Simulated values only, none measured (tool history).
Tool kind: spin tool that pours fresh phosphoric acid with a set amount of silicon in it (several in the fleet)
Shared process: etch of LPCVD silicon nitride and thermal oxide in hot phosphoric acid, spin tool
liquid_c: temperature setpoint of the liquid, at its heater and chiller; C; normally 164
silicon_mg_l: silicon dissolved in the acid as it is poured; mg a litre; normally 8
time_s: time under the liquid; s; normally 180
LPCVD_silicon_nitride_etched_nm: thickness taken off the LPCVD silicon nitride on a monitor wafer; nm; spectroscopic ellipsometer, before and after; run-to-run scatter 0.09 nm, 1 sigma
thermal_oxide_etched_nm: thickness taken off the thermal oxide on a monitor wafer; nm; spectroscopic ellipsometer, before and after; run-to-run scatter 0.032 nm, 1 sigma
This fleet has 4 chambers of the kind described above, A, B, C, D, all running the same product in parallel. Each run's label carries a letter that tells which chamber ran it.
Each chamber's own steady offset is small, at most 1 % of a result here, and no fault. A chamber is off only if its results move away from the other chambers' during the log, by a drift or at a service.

run,hour,liquid_c,silicon_mg_l,time_s,"read-back film thickness of the LPCVD silicon nitride reference wafer, read on the same gauge (nm)","read-back film thickness of the thermal oxide reference wafer, read on the same gauge (nm)",LPCVD_silicon_nitride_etched_nm,thermal_oxide_etched_nm
1D,8.4,164,8,180,130.02,99.98,20.162,0.65532
2B,15.5,164,8,180,129.99,100.01,19.929,0.63766
3A,21.4,164,8,180,130,100,20.091,0.64833
4C,26,164,8,180,130.01,99.993,20.034,0.53351
5A,35,164,8,180,129.97,99.998,20.172,0.59899
6C,42.9,165,5.5,180,129.98,99.976,20.863,0.69302
7B,48.1,165,5.5,180,129.97,99.993,20.58,0.63493
8D,54.5,165,5.5,180,129.98,99.967,20.695,0.69157
9D,59.9,165,5.5,180,129.99,99.999,20.854,0.73508
10A,69.2,164,8,180,129.97,100.01,19.952,0.55031
11B,76.6,164,8,180,130,100.01,19.92,0.6465
12C,85.3,164,8,180,129.98,99.995,20.167,0.60604
13A,92.3,164,8,180,130,99.986,19.9,0.5431
# hour 95.5: chamber D: dissolved silicon flow meter replaced
14C,99.8,164,8,180,129.96,100.01,20.317,0.60477
15D,108,164,8,180,129.99,100,19.987,0.56822
16B,117.5,164,8,180,130,99.978,19.977,0.55646
17A,126.6,164,8,180,130,100,20.111,0.62329
18B,133.1,164,8,180,129.99,99.999,19.912,0.63472
19D,139.7,164,8,80,130.01,100.02,8.9049,0.27843
20C,145,164,8,80,130.03,99.974,8.9921,0.23963
# hour 150.5: chamber C: heated supply line repaired
21C,150.8,164,8,80,129.99,100.03,8.9924,0.25518
22D,155.4,164,8,80,130,99.983,8.913,0.22996
23A,160.6,164,8,180,130.01,100.01,19.98,0.66222
24B,168.8,164,8,180,130.01,99.991,19.779,0.51612
25D,175.8,164,8,180,130.03,100.03,20.165,0.63836
26B,181.3,164,8,180,130.04,100.01,19.963,0.60905
27A,188.5,164,8,180,130.01,100,20.064,0.60758
28C,193.7,164,8,180,129.95,99.998,20.304,0.64322
29C,201.3,164,8,180,130.01,99.975,20.075,0.60879
30D,205.6,161.5,8,145,130.03,100.01,15.007,0.38079

Decide between three cases: one chamber stands off from its peers, the gauge reading all wafers drifts, or nothing is wrong past each chamber's small offset. Where a chamber is off, say which and what most likely put it there.

No chamber is off and the gauge is stable; the differences are just each chamber's small, constant offset.

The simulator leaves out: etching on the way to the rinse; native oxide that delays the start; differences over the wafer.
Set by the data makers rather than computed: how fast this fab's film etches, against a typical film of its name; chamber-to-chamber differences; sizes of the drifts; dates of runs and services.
